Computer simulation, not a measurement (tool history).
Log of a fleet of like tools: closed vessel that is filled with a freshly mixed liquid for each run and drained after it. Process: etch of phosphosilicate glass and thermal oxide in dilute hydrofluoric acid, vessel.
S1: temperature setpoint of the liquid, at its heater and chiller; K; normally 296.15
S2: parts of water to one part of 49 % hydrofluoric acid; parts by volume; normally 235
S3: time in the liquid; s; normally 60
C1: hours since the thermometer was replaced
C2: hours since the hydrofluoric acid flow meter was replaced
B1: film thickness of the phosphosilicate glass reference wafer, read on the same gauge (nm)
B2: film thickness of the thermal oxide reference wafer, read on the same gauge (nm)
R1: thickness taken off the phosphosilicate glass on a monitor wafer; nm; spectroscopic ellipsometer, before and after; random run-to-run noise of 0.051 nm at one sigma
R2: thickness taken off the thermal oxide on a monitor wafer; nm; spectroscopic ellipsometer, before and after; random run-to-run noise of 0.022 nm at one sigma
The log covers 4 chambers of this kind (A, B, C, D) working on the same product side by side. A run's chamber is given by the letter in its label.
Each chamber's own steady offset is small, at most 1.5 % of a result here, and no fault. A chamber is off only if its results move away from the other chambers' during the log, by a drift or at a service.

Run 1A, hour 12.2: usual settings; C1 785.9; C2 1519.2; B1 50.010; B2 139.99. Result: R1 12.716 nm, R2 0.99210 nm.
Run 2C, hour 21.9: usual settings; C1 1277.2; C2 1646.2; B1 50.016; B2 140.02. Result: R1 12.735 nm, R2 1.00110 nm.
Run 3D, hour 33.0: usual settings; C1 539.5; C2 1037.2; B1 50.005; B2 140.00. Result: R1 12.718 nm, R2 1.00010 nm.
Run 4B, hour 39.4: usual settings; C1 370.9; C2 669.1; B1 50.053; B2 140.00. Result: R1 12.704 nm, R2 0.97294 nm.
Run 5D, hour 45.8: usual settings; C1 552.3; C2 1050.0; B1 49.987; B2 140.00. Result: R1 12.690 nm, R2 1.01090 nm.
Run 6A, hour 51.8: usual settings but S1 291.65 K; C1 825.5; C2 1558.8; B1 49.993; B2 139.98. Result: R1 10.836 nm, R2 0.85082 nm.
Run 7C, hour 61.3: usual settings but S1 291.65 K; C1 1316.6; C2 1685.6; B1 50.023; B2 139.99. Result: R1 10.808 nm, R2 0.83305 nm.
Run 8B, hour 71.4: usual settings but S1 291.65 K; C1 402.9; C2 701.1; B1 50.026; B2 139.98. Result: R1 10.774 nm, R2 0.83986 nm.
Run 9A, hour 81.2: usual settings but S1 291.65 K; C1 854.9; C2 1588.2; B1 49.990; B2 140.00. Result: R1 10.811 nm, R2 0.82007 nm.
Run 10C, hour 88.7: usual settings; C1 1344.0; C2 1713.0; B1 50.010; B2 139.99. Result: R1 12.749 nm, R2 1.01010 nm.
Run 11D, hour 99.3: usual settings but S3 80 s; C1 605.8; C2 1103.5; B1 49.998; B2 140.02. Result: R1 17.011 nm, R2 1.39770 nm.
Run 12B, hour 109.0: usual settings but S3 80 s; C1 440.5; C2 738.7; B1 50.024; B2 139.98. Result: R1 17.002 nm, R2 1.33880 nm.
At hour 113.3: chamber A: hydrofluoric acid flow meter replaced.
Run 13C, hour 116.9: usual settings but S3 80 s; C1 1372.2; C2 1741.2; B1 49.988; B2 140.00. Result: R1 16.908 nm, R2 1.34670 nm.
Run 14B, hour 127.6: usual settings but S3 80 s; C1 459.1; C2 757.3; B1 50.004; B2 140.01. Result: R1 17.053 nm, R2 1.32960 nm.
Run 15A, hour 134.8: usual settings; C1 908.5; C2 21.5; B1 49.989; B2 140.00. Result: R1 12.837 nm, R2 1.00470 nm.
Run 16D, hour 140.9: usual settings; C1 647.4; C2 1145.1; B1 49.994; B2 140.00. Result: R1 12.782 nm, R2 1.01040 nm.
Run 17A, hour 151.2: usual settings; C1 924.9; C2 37.9; B1 49.981; B2 139.99. Result: R1 12.874 nm, R2 1.00570 nm.
Run 18D, hour 157.2: usual settings; C1 663.7; C2 1161.4; B1 50.009; B2 140.02. Result: R1 12.677 nm, R2 1.01250 nm.
Run 19B, hour 167.9: usual settings but S2 130 parts by volume, S3 75 s; C1 499.4; C2 797.6; B1 50.001; B2 140.00. Result: R1 32.143 nm, R2 2.54840 nm.
Run 20C, hour 176.9: usual settings but S2 130 parts by volume, S3 75 s; C1 1432.2; C2 1801.2; B1 49.975; B2 140.01. Result: R1 32.079 nm, R2 2.57390 nm.
Run 21A, hour 188.4: usual settings but S2 130 parts by volume, S3 75 s; C1 962.1; C2 75.1; B1 50.054; B2 139.99. Result: R1 32.818 nm, R2 2.54090 nm.
Run 22D, hour 198.0: usual settings but S2 130 parts by volume, S3 75 s; C1 704.5; C2 1202.2; B1 49.994; B2 140.01. Result: R1 31.781 nm, R2 2.53240 nm.
Run 23B, hour 207.2: usual settings; C1 538.7; C2 836.9; B1 50.002; B2 140.00. Result: R1 12.696 nm, R2 0.96400 nm.
Run 24C, hour 213.2: usual settings; C1 1468.5; C2 1837.5; B1 50.006; B2 140.00. Result: R1 12.822 nm, R2 0.99697 nm.
Run 25C, hour 222.0: usual settings; C1 1477.3; C2 1846.3; B1 49.985; B2 140.00. Result: R1 12.913 nm, R2 0.99832 nm.
Run 26A, hour 232.8: usual settings; C1 1006.5; C2 119.5; B1 50.003; B2 140.00. Result: R1 12.800 nm, R2 0.98509 nm.
Run 27D, hour 242.1: usual settings; C1 748.6; C2 1246.3; B1 49.995; B2 139.99. Result: R1 12.772 nm, R2 1.00900 nm.
Run 28B, hour 252.9: usual settings; C1 584.4; C2 882.6; B1 49.996; B2 139.99. Result: R1 12.700 nm, R2 0.97637 nm.
Run 29C, hour 262.4: usual settings; C1 1517.7; C2 1886.7; B1 50.012; B2 139.99. Result: R1 13.019 nm, R2 1.03900 nm.
Run 30D, hour 274.3: usual settings but S1 297.65 K; C1 780.8; C2 1278.5; B1 49.972; B2 140.01. Result: R1 13.439 nm, R2 1.06720 nm.
Run 31A, hour 279.7: usual settings but S1 297.65 K; C1 1053.4; C2 166.4; B1 49.997; B2 139.97. Result: R1 13.567 nm, R2 1.06640 nm.
Run 32B, hour 288.1: usual settings but S1 297.65 K; C1 619.6; C2 917.8; B1 49.952; B2 140.00. Result: R1 13.571 nm, R2 1.03810 nm.
Run 33D, hour 293.8: usual settings but S1 297.65 K; C1 800.3; C2 1298.0; B1 49.984; B2 140.01. Result: R1 13.391 nm, R2 1.08730 nm.

One chamber off, gauge drift, or nothing amiss beyond the chambers' own small offsets? If it is a chamber, which one, and what is the likeliest cause?

It is chamber C that slowly wanders off from its peers.
Most likely cause: liquid hotter than its thermometer reads (K) = 0.738.
Not necessarily distinguishable in this log from: hydrofluoric acid flow above the setpoint (%).

Chamber C could run next with any of the 4 candidate recipes listed below; each alters the usual settings, and their results appear as question marks. Which one brings its results back in line with what the other chambers deliver on the usual settings?
Counts as in line when no further than this from what the other chambers average on the usual settings: R1 0.180 nm; R2 0.07800 nm
Run 34C-1, hour 302.6: usual settings but S2 225 parts by volume. Result: R1 ?, R2 ?.
Run 34C-2, hour 302.6: usual settings but S2 245 parts by volume. Result: R1 ?, R2 ?.
Run 34C-3, hour 302.6: usual settings but S2 230 parts by volume. Result: R1 ?, R2 ?.
Run 34C-4, hour 302.6: usual settings but S2 240 parts by volume. Result: R1 ?, R2 ?.

The mean the other chambers reach with the usual settings: R1 12.765 nm; R2 1.00370 nm
  run      R1       R2
34C-1  13.774  1.06230
34C-2  12.406  0.95686
34C-3  13.409  1.03420
34C-4  12.726  0.98154
The answer is 34C-4, which returns the chamber to within the allowed miss of the others.

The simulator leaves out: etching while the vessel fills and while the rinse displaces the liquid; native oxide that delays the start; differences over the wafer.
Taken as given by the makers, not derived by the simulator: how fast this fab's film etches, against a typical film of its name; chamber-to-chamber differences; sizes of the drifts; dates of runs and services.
